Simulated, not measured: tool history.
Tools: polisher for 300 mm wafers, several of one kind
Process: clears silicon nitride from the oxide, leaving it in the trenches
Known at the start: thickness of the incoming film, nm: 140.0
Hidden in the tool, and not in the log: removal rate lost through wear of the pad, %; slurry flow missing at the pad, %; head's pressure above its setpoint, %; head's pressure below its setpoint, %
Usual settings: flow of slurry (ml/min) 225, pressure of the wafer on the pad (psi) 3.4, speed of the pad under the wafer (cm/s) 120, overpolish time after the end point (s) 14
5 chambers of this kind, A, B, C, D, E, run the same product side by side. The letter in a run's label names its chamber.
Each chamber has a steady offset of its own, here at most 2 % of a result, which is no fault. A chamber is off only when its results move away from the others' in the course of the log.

run,day,flow of slurry (ml/min),pressure of the wafer on the pad (psi),speed of the pad under the wafer (cm/s),overpolish time after the end point (s),wafers polished on this pad,hours since the slurry nozzle was cleaned,hours since the head pressure was calibrated,time until the end point was called (s)
1E,0.292,225,3.4,120,14,121,576.0,17.5,102.260
2D,0.550,225,3.4,120,14,299,363.9,354.8,102.210
# day 0.558: chamber A: worn pad replaced by a new one
3B,0.696,225,3.4,120,14,371,611.5,47.9,103.230
4A,0.946,225,3.4,120,14,96,214.8,212.6,99.666
5C,1.233,225,3.4,120,14,401,172.2,652.1,101.640
6B,1.504,225,3.4,120,14,572,630.9,67.3,103.030
7A,1.646,225,3.4,120,14,270,231.6,229.4,100.880
8E,1.917,225,3.4,120,14,525,615.0,56.5,103.030
9D,2.125,225,3.4,120,14,690,401.7,392.6,103.190
# day 2.162: chamber D: worn pad replaced by a new one
10C,2.412,225,3.4,120,14,694,200.5,680.4,102.080
11B,2.708,225,3.4,120,14,871,659.8,96.2,105.060
# day 2.808: chamber E: worn pad replaced by a new one
# day 2.883: chamber E: slurry nozzle cleaned
12C,2.917,225,3.4,120,14,820,212.6,692.5,102.170
13D,3.154,225,3.4,120,14,247,426.4,417.3,102.520
# day 3.217: chamber C: worn pad replaced by a new one
14E,3.396,225,3.4,120,14,146,12.4,92.0,102.550
15A,3.654,225,3.4,120,14,769,279.8,277.6,99.822
16A,3.954,225,3.4,120,14,844,287.0,284.8,99.336
17E,4.162,260,3.4,152,14,337,30.8,110.4,79.276
# day 4.221: chamber A: worn pad replaced by a new one
18C,4.333,260,3.4,152,14,277,246.6,726.5,79.882
# day 4.600: chamber D: worn pad replaced by a new one
19B,4.617,260,3.4,152,14,1345,705.6,142.0,78.564
20D,4.783,260,3.4,152,14,46,465.5,456.4,80.203
21A,5.000,260,3.4,152,14,194,312.1,309.9,74.525
22C,5.158,225,3.4,120,14,482,266.4,746.3,102.060
23D,5.317,225,3.4,120,14,178,478.3,469.2,103.140
# day 5.438: chamber E: worn pad replaced by a new one
24B,5.450,225,3.4,120,14,1552,725.6,162.0,104.620
25E,5.592,225,3.4,120,14,38,65.1,144.7,103.410
# day 5.767: chamber B: worn pad replaced by a new one
26C,5.775,225,3.4,120,14,635,281.2,761.1,102.210
27B,6.075,225,3.4,120,14,76,740.6,177.0,102.350
# day 6.254: chamber D: head pressure recalibrated
28D,6.329,225,3.4,120,14,430,502.6,1.9,101.470
29E,6.542,225,3.4,120,14,274,87.9,167.5,102.310
30A,6.733,225,3.4,120,14,624,353.7,351.5,95.538
# day 6.783: chamber C: worn pad replaced by a new one
31D,7.025,225,3.4,120,14,603,519.3,18.6,101.160
# day 7.125: chamber C: slurry nozzle cleaned
32C,7.229,225,3.4,120,14,111,2.5,796.0,101.830
33E,7.492,225,3.4,120,14,510,110.7,190.3,102.960
34A,7.725,225,3.4,120,14,871,377.5,375.3,95.483
# day 7.858: chamber A: worn pad replaced by a new one
35B,7.883,225,3.4,120,14,526,784.0,220.4,102.870
# day 7.975: chamber E: worn pad replaced by a new one
36A,8.075,225,3.4,120,14,54,385.9,383.7,93.390
37E,8.275,225,3.4,120,14,74,129.5,209.1,100.370

Next, every chamber runs the same settings. What will each give?
38A,8.488,225,3.4,102,14,,,,?
38B,8.488,225,3.4,102,14,,,,?
38C,8.488,225,3.4,102,14,,,,?
38D,8.488,225,3.4,102,14,,,,?
38E,8.488,225,3.4,102,14,,,,?

run,time until the end point was called (s)
38A,110.070
38B,122.400
38C,120.020
38D,118.520
38E,119.780
